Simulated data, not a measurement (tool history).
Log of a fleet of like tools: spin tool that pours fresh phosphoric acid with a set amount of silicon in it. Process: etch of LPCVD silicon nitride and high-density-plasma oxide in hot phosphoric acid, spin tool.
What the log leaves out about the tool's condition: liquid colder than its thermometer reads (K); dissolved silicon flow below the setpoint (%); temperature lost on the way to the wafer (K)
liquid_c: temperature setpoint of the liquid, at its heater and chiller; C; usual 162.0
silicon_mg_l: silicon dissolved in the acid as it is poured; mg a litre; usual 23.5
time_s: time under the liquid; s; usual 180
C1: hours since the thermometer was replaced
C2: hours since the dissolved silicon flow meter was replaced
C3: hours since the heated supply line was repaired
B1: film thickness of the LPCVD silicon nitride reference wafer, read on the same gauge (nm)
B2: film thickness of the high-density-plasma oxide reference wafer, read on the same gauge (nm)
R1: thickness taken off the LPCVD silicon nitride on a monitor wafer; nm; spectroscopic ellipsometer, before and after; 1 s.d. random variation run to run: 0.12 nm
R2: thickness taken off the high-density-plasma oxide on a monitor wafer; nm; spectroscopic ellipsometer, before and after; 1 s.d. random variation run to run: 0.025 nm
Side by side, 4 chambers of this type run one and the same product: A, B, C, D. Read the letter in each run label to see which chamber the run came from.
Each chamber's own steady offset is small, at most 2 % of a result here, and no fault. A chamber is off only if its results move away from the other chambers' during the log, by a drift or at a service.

Run 1D, day 0.267: usual settings; C1 276.9; C2 2187.1; C3 1706.0; B1 99.961; B2 130.01. Result: R1 16.438 nm, R2 0.66864 nm.
Run 2A, day 0.604: usual settings; C1 2179.4; C2 520.6; C3 357.2; B1 99.987; B2 129.98. Result: R1 16.560 nm, R2 0.70209 nm.
Run 3B, day 0.946: usual settings; C1 1666.5; C2 294.7; C3 1194.4; B1 100.020; B2 130.00. Result: R1 16.654 nm, R2 0.69338 nm.
Run 4C, day 1.304: usual settings; C1 1396.0; C2 1110.2; C3 842.8; B1 100.010; B2 130.00. Result: R1 16.547 nm, R2 0.68934 nm.
Run 5D, day 1.746: usual settings but silicon_mg_l 37.0 mg a litre, time_s 280 s; C1 312.4; C2 2222.6; C3 1741.5; B1 99.960; B2 130.00. Result: R1 25.554 nm, R2 0.59627 nm.
Run 6B, day 1.996: usual settings but silicon_mg_l 37.0 mg a litre, time_s 280 s; C1 1691.7; C2 319.9; C3 1219.6; B1 100.050; B2 130.03. Result: R1 26.290 nm, R2 0.59151 nm.
Run 7A, day 2.242: usual settings but silicon_mg_l 37.0 mg a litre, time_s 280 s; C1 2218.7; C2 559.9; C3 396.5; B1 99.970; B2 129.99. Result: R1 25.546 nm, R2 0.55618 nm.
Run 8C, day 2.462: usual settings but silicon_mg_l 37.0 mg a litre, time_s 280 s; C1 1423.8; C2 1138.0; C3 870.6; B1 99.995; B2 130.02. Result: R1 25.754 nm, R2 0.60359 nm.
Run 9B, day 2.846: usual settings; C1 1712.1; C2 340.3; C3 1240.0; B1 99.997; B2 130.01. Result: R1 16.791 nm, R2 0.67035 nm.
At day 3.050: chamber A: thermometer replaced.
Run 10C, day 3.200: usual settings; C1 1441.5; C2 1155.7; C3 888.3; B1 100.010; B2 129.99. Result: R1 16.509 nm, R2 0.72132 nm.
Run 11A, day 3.404: usual settings; C1 8.6; C2 587.8; C3 424.4; B1 100.050; B2 130.01. Result: R1 16.489 nm, R2 0.69585 nm.
Run 12D, day 3.767: usual settings; C1 360.9; C2 2271.1; C3 1790.0; B1 100.020; B2 129.97. Result: R1 16.604 nm, R2 0.70344 nm.
Run 13D, day 4.142: usual settings; C1 369.9; C2 2280.1; C3 1799.0; B1 100.050; B2 129.99. Result: R1 16.570 nm, R2 0.75703 nm.
At day 4.504: chamber C: dissolved silicon flow meter replaced.
Run 14B, day 4.529: usual settings but liquid_c 164.0 C, time_s 140 s; C1 1752.5; C2 380.7; C3 1280.4; B1 99.933; B2 129.99. Result: R1 13.792 nm, R2 0.61142 nm.
At day 4.775: chamber D: dissolved silicon flow meter replaced.
Run 15C, day 4.808: usual settings but liquid_c 164.0 C, time_s 140 s; C1 1480.1; C2 7.3; C3 926.9; B1 100.010; B2 130.01. Result: R1 13.853 nm, R2 0.59350 nm.
Run 16A, day 5.125: usual settings but liquid_c 164.0 C, time_s 140 s; C1 49.9; C2 629.1; C3 465.7; B1 100.020; B2 130.01. Result: R1 13.856 nm, R2 0.61580 nm.
Run 17A, day 5.354: usual settings but liquid_c 164.0 C, time_s 140 s; C1 55.4; C2 634.6; C3 471.2; B1 99.955; B2 130.00. Result: R1 13.770 nm, R2 0.58776 nm.
Run 18C, day 5.721: usual settings; C1 1502.0; C2 29.2; C3 948.8; B1 100.020; B2 130.02. Result: R1 16.340 nm, R2 0.68365 nm.
Run 19D, day 6.075: usual settings; C1 416.3; C2 31.2; C3 1845.4; B1 100.030; B2 130.00. Result: R1 16.351 nm, R2 0.69415 nm.
Run 20B, day 6.496: usual settings; C1 1799.7; C2 427.9; C3 1327.6; B1 100.040; B2 129.99. Result: R1 16.733 nm, R2 0.66055 nm.
Run 21C, day 6.854: usual settings; C1 1529.2; C2 56.4; C3 976.0; B1 99.984; B2 130.00. Result: R1 16.505 nm, R2 0.71227 nm.
Run 22B, day 7.121: usual settings; C1 1814.7; C2 442.9; C3 1342.6; B1 99.969; B2 130.02. Result: R1 16.741 nm, R2 0.69744 nm.
Run 23D, day 7.542: usual settings; C1 451.5; C2 66.4; C3 1880.6; B1 100.020; B2 130.02. Result: R1 16.579 nm, R2 0.73442 nm.
Run 24A, day 7.892: usual settings; C1 116.3; C2 695.5; C3 532.1; B1 100.000; B2 129.98. Result: R1 16.339 nm, R2 0.64777 nm.
Run 25B, day 8.188: usual settings; C1 1840.3; C2 468.5; C3 1368.2; B1 99.976; B2 130.00. Result: R1 16.831 nm, R2 0.69602 nm.
Run 26C, day 8.412: usual settings but liquid_c 164.5 C, silicon_mg_l 13.5 mg a litre; C1 1566.6; C2 93.8; C3 1013.4; B1 100.030; B2 130.00. Result: R1 17.837 nm, R2 1.18420 nm.
Run 27D, day 8.829: usual settings but liquid_c 164.5 C, silicon_mg_l 13.5 mg a litre; C1 482.4; C2 97.3; C3 1911.5; B1 99.995; B2 129.97. Result: R1 18.018 nm, R2 1.05730 nm.
Run 28A, day 9.229: usual settings but liquid_c 164.5 C, silicon_mg_l 13.5 mg a litre; C1 148.4; C2 727.6; C3 564.2; B1 100.020; B2 130.01. Result: R1 17.872 nm, R2 1.12540 nm.
Run 29B, day 9.454: usual settings but liquid_c 164.5 C, silicon_mg_l 13.5 mg a litre; C1 1870.7; C2 498.9; C3 1398.6; B1 99.999; B2 130.00. Result: R1 18.332 nm, R2 1.11440 nm.
At day 9.688: chamber A: heated supply line repaired.
Run 30C, day 9.808: usual settings; C1 1600.1; C2 127.3; C3 1046.9; B1 99.986; B2 129.98. Result: R1 16.375 nm, R2 0.68131 nm.
Run 31D, day 10.054: usual settings; C1 511.8; C2 126.7; C3 1940.9; B1 99.948; B2 130.01. Result: R1 16.592 nm, R2 0.75385 nm.
Run 32A, day 10.467: usual settings; C1 178.1; C2 757.3; C3 18.7; B1 99.963; B2 130.00. Result: R1 16.444 nm, R2 0.68855 nm.

Read the log: is a single chamber off, either drifting away or since a service, is the gauge that measures every chamber drifting, or is nothing wrong beyond small per-chamber offsets? Name any odd chamber and what most likely caused it.

Neither any chamber nor the gauge drifts; the chambers differ only by their own small, steady offsets.
